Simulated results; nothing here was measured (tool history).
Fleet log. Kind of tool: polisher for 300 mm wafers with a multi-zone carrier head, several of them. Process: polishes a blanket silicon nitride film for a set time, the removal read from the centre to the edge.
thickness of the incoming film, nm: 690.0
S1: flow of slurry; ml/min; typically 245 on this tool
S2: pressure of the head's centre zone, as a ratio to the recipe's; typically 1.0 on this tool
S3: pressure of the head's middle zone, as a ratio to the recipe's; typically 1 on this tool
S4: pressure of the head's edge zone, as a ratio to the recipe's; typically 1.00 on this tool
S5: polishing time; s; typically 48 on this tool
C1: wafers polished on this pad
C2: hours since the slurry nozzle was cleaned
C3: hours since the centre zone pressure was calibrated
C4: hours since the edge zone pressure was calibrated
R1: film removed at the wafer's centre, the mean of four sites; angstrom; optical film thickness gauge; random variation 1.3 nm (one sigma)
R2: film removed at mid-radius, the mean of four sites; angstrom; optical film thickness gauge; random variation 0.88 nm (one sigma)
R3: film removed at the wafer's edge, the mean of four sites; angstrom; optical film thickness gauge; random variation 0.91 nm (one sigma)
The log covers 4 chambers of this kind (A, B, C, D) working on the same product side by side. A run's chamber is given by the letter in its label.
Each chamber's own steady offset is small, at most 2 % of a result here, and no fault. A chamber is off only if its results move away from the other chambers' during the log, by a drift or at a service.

| run | day | S1 | S2 | S3 | S4 | S5 | C1 | C2 | C3 | C4 | R1 | R2 | R3 |
|---|---|---|---|---|---|---|---|---|---|---|---|---|---|
| 1A | 0.554 | 245 | 1.0 | 1 | 1.00 | 48 | 1399 | 436.1 | 153.2 | 171.7 | 1058.60 | 1067.80 | 1092.00 |
|  | 0.588 | chamber D: worn pad replaced by a new one |
|  | 0.788 | chamber A: worn pad replaced by a new one |
|  | 0.958 | chamber B: worn pad replaced by a new one |
| 2D | 0.992 | 245 | 1.0 | 1 | 1.00 | 48 | 129 | 108.1 | 883.4 | 222.9 | 1068.30 | 1074.30 | 1076.90 |
| 3C | 1.250 | 245 | 1.0 | 1 | 1.00 | 48 | 790 | 454.1 | 205.7 | 52.0 | 1063.50 | 1074.30 | 1075.90 |
| 4B | 1.508 | 245 | 1.0 | 1 | 1.00 | 48 | 175 | 543.7 | 264.8 | 190.6 | 1063.40 | 1069.80 | 1044.00 |
|  | 1.917 | chamber A: slurry nozzle cleaned |
| 5D | 1.925 | 245 | 1.0 | 1 | 1.05 | 39 | 427 | 130.5 | 905.8 | 245.3 | 875.30 | 870.87 | 885.10 |
| 6C | 2.396 | 245 | 1.0 | 1 | 1.05 | 39 | 1156 | 481.6 | 233.2 | 79.5 | 882.90 | 877.99 | 881.79 |
|  | 2.854 | chamber C: worn pad replaced by a new one |
| 7A | 2.854 | 245 | 1.0 | 1 | 1.05 | 39 | 660 | 22.6 | 208.4 | 226.9 | 864.12 | 871.76 | 903.49 |
| 8B | 3.167 | 245 | 1.0 | 1 | 1.05 | 39 | 705 | 583.5 | 304.6 | 230.4 | 876.33 | 867.31 | 883.61 |
|  | 3.204 | chamber C: slurry nozzle cleaned |
|  | 3.425 | chamber D: worn pad replaced by a new one |
| 9A | 3.425 | 245 | 0.9 | 1 | 1.00 | 48 | 842 | 36.3 | 222.1 | 240.6 | 947.38 | 1075.30 | 1074.40 |
| 10D | 3.846 | 245 | 0.9 | 1 | 1.00 | 48 | 134 | 176.6 | 951.9 | 291.4 | 955.86 | 1067.00 | 1082.50 |
|  | 4.088 | chamber B: worn pad replaced by a new one |
| 11C | 4.317 | 245 | 0.9 | 1 | 1.00 | 48 | 467 | 26.7 | 279.3 | 125.6 | 928.87 | 1099.10 | 1058.00 |
|  | 4.592 | chamber A: worn pad replaced by a new one |
| 12B | 4.746 | 245 | 0.9 | 1 | 1.00 | 48 | 210 | 621.4 | 342.5 | 268.3 | 954.56 | 1069.20 | 1074.50 |
| 13B | 5.054 | 245 | 1.0 | 1 | 1.00 | 48 | 309 | 628.8 | 349.9 | 275.7 | 1066.20 | 1060.10 | 1061.90 |
| 14A | 5.479 | 245 | 1.0 | 1 | 1.00 | 48 | 283 | 85.6 | 271.4 | 289.9 | 1057.80 | 1081.40 | 1079.50 |
|  | 5.788 | chamber B: slurry nozzle cleaned |
|  | 5.958 | chamber D: worn pad replaced by a new one |
| 15C | 5.967 | 245 | 1.0 | 1 | 1.00 | 48 | 994 | 66.3 | 318.9 | 165.2 | 1073.40 | 1072.90 | 1056.40 |
| 16D | 6.475 | 245 | 1.0 | 1 | 1.00 | 48 | 166 | 239.7 | 1015.0 | 354.5 | 1084.50 | 1070.70 | 1066.00 |
|  | 6.625 | chamber C: worn pad replaced by a new one |
|  | 6.642 | chamber B: worn pad replaced by a new one |
| 17D | 6.779 | 245 | 1.0 | 1 | 1.00 | 48 | 263 | 247.0 | 1022.3 | 361.8 | 1072.60 | 1065.20 | 1074.10 |
| 18C | 7.112 | 245 | 1.0 | 1 | 1.00 | 59 | 156 | 93.8 | 346.4 | 192.7 | 1337.20 | 1334.80 | 1275.20 |
| 19A | 7.650 | 245 | 1.0 | 1 | 1.00 | 59 | 976 | 137.7 | 323.5 | 342.0 | 1306.70 | 1328.80 | 1336.80 |
|  | 7.708 | chamber B: centre zone pressure recalibrated |
|  | 8.175 | chamber A: worn pad replaced by a new one |
| 20B | 8.196 | 245 | 1.0 | 1 | 1.00 | 59 | 496 | 57.9 | 11.7 | 351.1 | 1352.20 | 1301.40 | 1292.50 |
| 21C | 8.554 | 245 | 1.0 | 1 | 1.00 | 59 | 616 | 128.4 | 381.0 | 227.3 | 1298.80 | 1334.50 | 1316.00 |
| 22D | 8.908 | 245 | 1.0 | 1 | 1.12 | 48 | 943 | 298.1 | 1073.4 | 412.9 | 1066.30 | 1058.90 | 1145.30 |
|  | 9.054 | chamber D: worn pad replaced by a new one |
| 23A | 9.350 | 245 | 1.0 | 1 | 1.12 | 48 | 376 | 178.5 | 364.3 | 382.8 | 1084.40 | 1073.20 | 1140.50 |
| 24B | 9.658 | 245 | 1.0 | 1 | 1.12 | 48 | 963 | 93.0 | 46.8 | 386.2 | 1054.20 | 1063.90 | 1127.10 |
|  | 9.721 | chamber B: worn pad replaced by a new one |
| 25C | 10.233 | 245 | 1.0 | 1 | 1.12 | 48 | 1152 | 168.7 | 421.3 | 267.6 | 1083.60 | 1084.80 | 1119.90 |
|  | 10.475 | chamber C: worn pad replaced by a new one |
| 26D | 10.629 | 245 | 1.0 | 1 | 1.00 | 48 | 504 | 339.4 | 1114.7 | 454.2 | 1056.70 | 1082.40 | 1060.70 |
| 27B | 11.021 | 245 | 1.0 | 1 | 1.00 | 48 | 416 | 125.7 | 79.5 | 418.9 | 1067.10 | 1064.10 | 1052.70 |
| 28A | 11.483 | 190 | 1.0 | 1 | 0.93 | 48 | 1057 | 229.7 | 415.5 | 434.0 | 1014.00 | 1033.50 | 999.85 |
| 29D | 11.854 | 190 | 1.0 | 1 | 0.93 | 48 | 895 | 368.8 | 1144.1 | 483.6 | 1026.30 | 1040.80 | 1005.20 |
|  | 11.962 | chamber D: worn pad replaced by a new one |
| 30B | 12.292 | 190 | 1.0 | 1 | 0.93 | 48 | 822 | 156.2 | 110.0 | 449.4 | 1028.20 | 1032.30 | 994.75 |
|  | 12.300 | chamber A: worn pad replaced by a new one |
|  | 12.617 | chamber B: worn pad replaced by a new one |
| 31A | 12.679 | 190 | 1.0 | 1 | 0.93 | 48 | 121 | 258.4 | 444.2 | 462.7 | 1009.60 | 1048.10 | 1013.20 |
|  | 12.975 | chamber A: centre zone pressure recalibrated |
|  | 13.042 | chamber D: slurry nozzle cleaned |
| 32C | 13.054 | 245 | 1.0 | 1 | 1.00 | 48 | 824 | 236.4 | 489.0 | 335.3 | 1078.90 | 1073.40 | 1055.00 |
| 33A | 13.558 | 245 | 1.0 | 1 | 1.00 | 48 | 402 | 279.5 | 14.1 | 483.8 | 1078.20 | 1094.70 | 1070.60 |
| 34D | 14.108 | 245 | 1.0 | 1 | 1.00 | 48 | 686 | 25.6 | 1198.2 | 537.7 | 1100.60 | 1074.20 | 1085.00 |
|  | 14.346 | chamber C: worn pad replaced by a new one |
| 35C | 14.446 | 245 | 1.0 | 1 | 1.00 | 48 | 32 | 269.8 | 522.4 | 368.7 | 1071.30 | 1068.40 | 1053.20 |
| 36B | 14.700 | 245 | 1.0 | 1 | 1.00 | 48 | 666 | 214.0 | 167.8 | 507.2 | 1076.40 | 1076.10 | 1059.20 |

Each of the 4 chambers runs these same settings next. Fill in every chamber's results:
| 37A | 15.117 | 245 | 1.0 | 1 | 1.00 | 48 |  |  |  |  | ? | ? | ? |
| 37B | 15.117 | 245 | 1.0 | 1 | 1.00 | 48 |  |  |  |  | ? | ? | ? |
| 37C | 15.117 | 245 | 1.0 | 1 | 1.00 | 48 |  |  |  |  | ? | ? | ? |
| 37D | 15.117 | 245 | 1.0 | 1 | 1.00 | 48 |  |  |  |  | ? | ? | ? |

| run | R1 | R2 | R3 |
|---|---|---|---|
| 37A | 1072.80 | 1069.50 | 1061.10 |
| 37B | 1062.50 | 1064.20 | 1047.20 |
| 37C | 1074.00 | 1060.60 | 1046.30 |
| 37D | 1070.00 | 1070.80 | 1060.10 |
